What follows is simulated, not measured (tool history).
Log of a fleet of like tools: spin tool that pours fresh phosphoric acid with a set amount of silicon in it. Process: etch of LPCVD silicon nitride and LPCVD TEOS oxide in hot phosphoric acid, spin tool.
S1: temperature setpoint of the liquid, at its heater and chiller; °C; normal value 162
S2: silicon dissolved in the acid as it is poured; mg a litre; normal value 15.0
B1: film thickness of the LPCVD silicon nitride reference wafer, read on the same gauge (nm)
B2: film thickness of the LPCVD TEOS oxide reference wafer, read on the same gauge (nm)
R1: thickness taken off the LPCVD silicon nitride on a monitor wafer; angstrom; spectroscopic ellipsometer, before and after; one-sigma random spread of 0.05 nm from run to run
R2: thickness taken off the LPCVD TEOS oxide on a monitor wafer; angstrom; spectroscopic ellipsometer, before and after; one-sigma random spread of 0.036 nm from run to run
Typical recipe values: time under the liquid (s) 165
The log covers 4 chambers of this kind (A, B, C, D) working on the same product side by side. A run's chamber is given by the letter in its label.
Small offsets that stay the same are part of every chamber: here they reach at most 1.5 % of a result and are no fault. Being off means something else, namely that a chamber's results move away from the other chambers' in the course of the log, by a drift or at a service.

Run 1C, hour 5.8: usual settings; B1 150.00; B2 139.99. Result: R1 143.980 angstrom, R2 4.7809 angstrom.
At hour 12.1: chamber A: heated supply line repaired.
Run 2D, hour 14.0: usual settings; B1 150.01; B2 139.99. Result: R1 144.200 angstrom, R2 4.7822 angstrom.
Run 3B, hour 25.6: usual settings; B1 150.00; B2 140.00. Result: R1 144.200 angstrom, R2 4.7970 angstrom.
Run 4A, hour 33.8: usual settings; B1 150.01; B2 139.99. Result: R1 146.530 angstrom, R2 4.3558 angstrom.
Run 5C, hour 46.5: usual settings but S2 6.0 mg a litre, time under the liquid (s) 80; B1 150.02; B2 140.01. Result: R1 69.475 angstrom, R2 2.7317 angstrom.
Run 6D, hour 58.2: usual settings but S2 6.0 mg a litre, time under the liquid (s) 80; B1 149.98; B2 140.00. Result: R1 69.808 angstrom, R2 2.5970 angstrom.
Run 7B, hour 63.9: usual settings but S2 6.0 mg a litre, time under the liquid (s) 80; B1 150.00; B2 140.03. Result: R1 69.922 angstrom, R2 2.5488 angstrom.
Run 8A, hour 72.1: usual settings but S2 6.0 mg a litre, time under the liquid (s) 80; B1 150.00; B2 139.99. Result: R1 70.700 angstrom, R2 2.6751 angstrom.
At hour 79.8: chamber D: heated supply line repaired.
Run 9A, hour 81.9: usual settings; B1 150.00; B2 139.99. Result: R1 147.590 angstrom, R2 4.5241 angstrom.
At hour 89.1: chamber B: dissolved silicon flow meter replaced.
Run 10B, hour 91.2: usual settings; B1 150.00; B2 139.99. Result: R1 144.620 angstrom, R2 4.5839 angstrom.
Run 11C, hour 97.4: usual settings; B1 149.99; B2 139.99. Result: R1 143.790 angstrom, R2 4.4398 angstrom.
Run 12D, hour 105.7: usual settings; B1 150.00; B2 140.03. Result: R1 144.840 angstrom, R2 4.1375 angstrom.
Run 13A, hour 114.7: usual settings; B1 150.01; B2 140.01. Result: R1 147.680 angstrom, R2 4.8914 angstrom.
Run 14B, hour 127.3: usual settings; B1 149.99; B2 140.00. Result: R1 144.910 angstrom, R2 4.6440 angstrom.
At hour 129.4: chamber B: thermometer replaced.
At hour 134.8: chamber A: thermometer replaced.
Run 15C, hour 139.5: usual settings; B1 149.99; B2 140.00. Result: R1 144.110 angstrom, R2 5.5710 angstrom.
Run 16D, hour 145.4: usual settings but S2 5.5 mg a litre, time under the liquid (s) 95; B1 150.00; B2 140.01. Result: R1 83.557 angstrom, R2 3.4025 angstrom.
At hour 151.2: chamber D: dissolved silicon flow meter replaced.
Run 17C, hour 156.6: usual settings but S2 5.5 mg a litre, time under the liquid (s) 95; B1 150.00; B2 140.00. Result: R1 82.752 angstrom, R2 2.8279 angstrom.
At hour 158.5: chamber D: thermometer replaced.
Run 18B, hour 163.4: usual settings but S2 5.5 mg a litre, time under the liquid (s) 95; B1 149.99; B2 139.99. Result: R1 83.759 angstrom, R2 3.2947 angstrom.
Run 19D, hour 176.2: usual settings but S2 5.5 mg a litre, time under the liquid (s) 95; B1 149.98; B2 140.01. Result: R1 83.618 angstrom, R2 3.4868 angstrom.
Run 20A, hour 185.1: usual settings; B1 150.00; B2 140.01. Result: R1 147.000 angstrom, R2 4.8733 angstrom.
Run 21A, hour 193.7: usual settings; B1 150.01; B2 139.98. Result: R1 147.500 angstrom, R2 4.0515 angstrom.
Run 22B, hour 201.1: usual settings; B1 150.00; B2 140.02. Result: R1 144.890 angstrom, R2 5.1793 angstrom.
Run 23D, hour 210.6: usual settings; B1 149.98; B2 140.00. Result: R1 145.800 angstrom, R2 5.0505 angstrom.
Run 24C, hour 222.8: usual settings; B1 149.99; B2 139.97. Result: R1 143.520 angstrom, R2 4.7660 angstrom.
Run 25C, hour 229.9: usual settings; B1 150.00; B2 140.00. Result: R1 143.840 angstrom, R2 4.6827 angstrom.
Run 26A, hour 240.7: usual settings; B1 149.97; B2 140.01. Result: R1 146.640 angstrom, R2 4.6273 angstrom.
Run 27D, hour 249.5: usual settings but time under the liquid (s) 100; B1 150.00; B2 140.00. Result: R1 87.848 angstrom, R2 2.5239 angstrom.
Run 28B, hour 255.5: usual settings but time under the liquid (s) 100; B1 149.97; B2 139.99. Result: R1 87.444 angstrom, R2 2.5227 angstrom.
Run 29B, hour 263.8: usual settings but time under the liquid (s) 100; B1 149.98; B2 140.00. Result: R1 87.816 angstrom, R2 2.3296 angstrom.
Run 30D, hour 270.8: usual settings but time under the liquid (s) 100; B1 149.99; B2 139.99. Result: R1 87.426 angstrom, R2 2.9871 angstrom.
Run 31A, hour 283.4: usual settings but S2 11.0 mg a litre; B1 150.01; B2 140.01. Result: R1 147.180 angstrom, R2 5.1411 angstrom.
Run 32C, hour 295.7: usual settings but S2 11.0 mg a litre; B1 149.98; B2 140.00. Result: R1 143.850 angstrom, R2 5.7497 angstrom.
Run 33B, hour 306.5: usual settings but S2 11.0 mg a litre; B1 150.00; B2 140.03. Result: R1 143.820 angstrom, R2 4.5079 angstrom.
Run 34C, hour 315.1: usual settings but S2 11.0 mg a litre; B1 150.02; B2 140.00. Result: R1 143.130 angstrom, R2 5.2694 angstrom.
Run 35A, hour 322.7: usual settings but S2 18.5 mg a litre; B1 150.00; B2 139.99. Result: R1 146.640 angstrom, R2 4.4371 angstrom.
Run 36D, hour 333.4: usual settings but S2 18.5 mg a litre; B1 149.99; B2 140.00. Result: R1 145.340 angstrom, R2 4.1329 angstrom.
Run 37C, hour 339.5: usual settings but S2 18.5 mg a litre; B1 150.01; B2 140.01. Result: R1 143.570 angstrom, R2 4.1618 angstrom.
Run 38A, hour 351.1: usual settings but S2 18.5 mg a litre; B1 149.99; B2 140.00. Result: R1 147.110 angstrom, R2 4.4587 angstrom.
Run 39B, hour 362.5: usual settings; B1 150.01; B2 140.00. Result: R1 144.340 angstrom, R2 5.0686 angstrom.
Run 40D, hour 372.1: usual settings; B1 149.99; B2 140.00. Result: R1 144.860 angstrom, R2 4.9539 angstrom.
Run 41B, hour 380.2: usual settings; B1 150.00; B2 140.02. Result: R1 144.320 angstrom, R2 4.2632 angstrom.

Is one chamber out of step, is the gauge drifting, or do the chambers differ by no more than their own small offsets? For an off chamber, give its letter and the likeliest cause.

No chamber is off and the gauge is stable; the differences are just each chamber's small, constant offset.
